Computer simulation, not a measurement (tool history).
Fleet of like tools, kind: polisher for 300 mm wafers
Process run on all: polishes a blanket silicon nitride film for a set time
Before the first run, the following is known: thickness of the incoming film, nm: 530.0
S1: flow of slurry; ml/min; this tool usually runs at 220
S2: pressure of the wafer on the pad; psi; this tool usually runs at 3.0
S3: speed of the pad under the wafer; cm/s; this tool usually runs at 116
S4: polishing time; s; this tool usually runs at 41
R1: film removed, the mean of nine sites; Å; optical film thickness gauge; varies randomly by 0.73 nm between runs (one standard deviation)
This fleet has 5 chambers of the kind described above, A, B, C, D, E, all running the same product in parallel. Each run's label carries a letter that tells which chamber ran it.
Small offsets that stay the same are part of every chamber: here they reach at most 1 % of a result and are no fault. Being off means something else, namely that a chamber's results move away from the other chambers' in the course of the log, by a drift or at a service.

run   hour   S1   S2   S3  S4       R1
 1C    8.4  220  3.0  116  41   822.02
 2D   19.5  220  3.0  116  41   808.17
 3B   33.4  220  3.0  116  41   825.17
      37.0  -- chamber A: worn pad replaced by a new one
 4A   44.5  220  3.0  116  41   805.79
      57.9  -- chamber B: worn pad replaced by a new one
 5E   58.1  220  3.0  116  41   820.02
 6A   69.1  220  3.0  116  41   796.28
 7E   81.7  220  3.0  116  41   811.48
      87.4  -- chamber E: worn pad replaced by a new one
 8D   89.3  220  3.0  116  41   800.85
 9B   99.2  220  3.0  116  41   812.74
     102.2  -- chamber C: worn pad replaced by a new one
     109.5  -- chamber C: slurry nozzle cleaned
10C  109.5  220  3.0  116  41   812.84
11D  116.0  220  3.0  116  41   799.55
12A  124.0  220  3.0  116  41   802.23
13B  136.6  220  3.0  116  41   811.59
14C  146.1  220  3.0  116  41   814.31
15E  155.4  220  3.0  116  41   812.53
16C  163.7  220  3.0  116  41   805.44
     173.5  -- chamber B: worn pad replaced by a new one
17E  174.8  220  3.0  116  41   823.68
     180.8  -- chamber B: head pressure recalibrated
18B  186.5  220  3.0  116  41   803.10
     195.1  -- chamber A: worn pad replaced by a new one
19A  197.2  165  3.0  116  41   778.19
20D  208.9  165  3.0  116  41   724.63
     220.6  -- chamber B: slurry nozzle cleaned
21C  223.2  165  3.0  116  41   776.83
     225.4  -- chamber C: worn pad replaced by a new one
22A  231.5  165  3.0  116  41   771.17
     238.9  -- chamber E: worn pad replaced by a new one
23E  243.4  165  3.0  116  41   776.23
24D  255.2  220  3.0  116  41   779.50
25B  269.1  220  3.0  116  41   796.49
26D  278.8  220  3.0  116  41   755.82
27B  285.3  220  3.0  116  41   808.31
     291.4  -- chamber B: worn pad replaced by a new one
28A  294.1  220  3.6  116  50  1163.90
29E  305.4  220  3.6  116  50  1202.50
30C  317.4  220  3.6  116  50  1184.50
31B  328.8  220  3.6  116  50  1173.70
32A  341.7  220  3.6  116  50  1180.00
     343.1  -- chamber C: slurry nozzle cleaned
33E  355.7  220  3.0  116  41   805.26
     363.0  -- chamber A: worn pad replaced by a new one
34D  368.0  220  3.0  116  41   734.30
     372.4  -- chamber C: worn pad replaced by a new one
     376.4  -- chamber E: worn pad replaced by a new one
35C  380.7  220  2.6  116  41   703.97
36A  392.8  220  2.6  116  41   699.90
37C  406.4  220  2.6  116  41   708.13
38B  420.6  220  2.6  116  41   705.50
39D  433.8  220  2.6  116  41   622.07
40E  445.5  220  3.0  116  29   563.22
41D  459.2  220  3.0  116  29   507.61

Next, every chamber runs the same settings. What will each give?
42A  469.4  220  3.0  116  36   ?
42B  469.4  220  3.0  116  36   ?
42C  469.4  220  3.0  116  36   ?
42D  469.4  220  3.0  116  36   ?
42E  469.4  220  3.0  116  36   ?

run      R1
42A  702.57
42B  714.81
42C  719.10
42D  628.43
42E  706.30

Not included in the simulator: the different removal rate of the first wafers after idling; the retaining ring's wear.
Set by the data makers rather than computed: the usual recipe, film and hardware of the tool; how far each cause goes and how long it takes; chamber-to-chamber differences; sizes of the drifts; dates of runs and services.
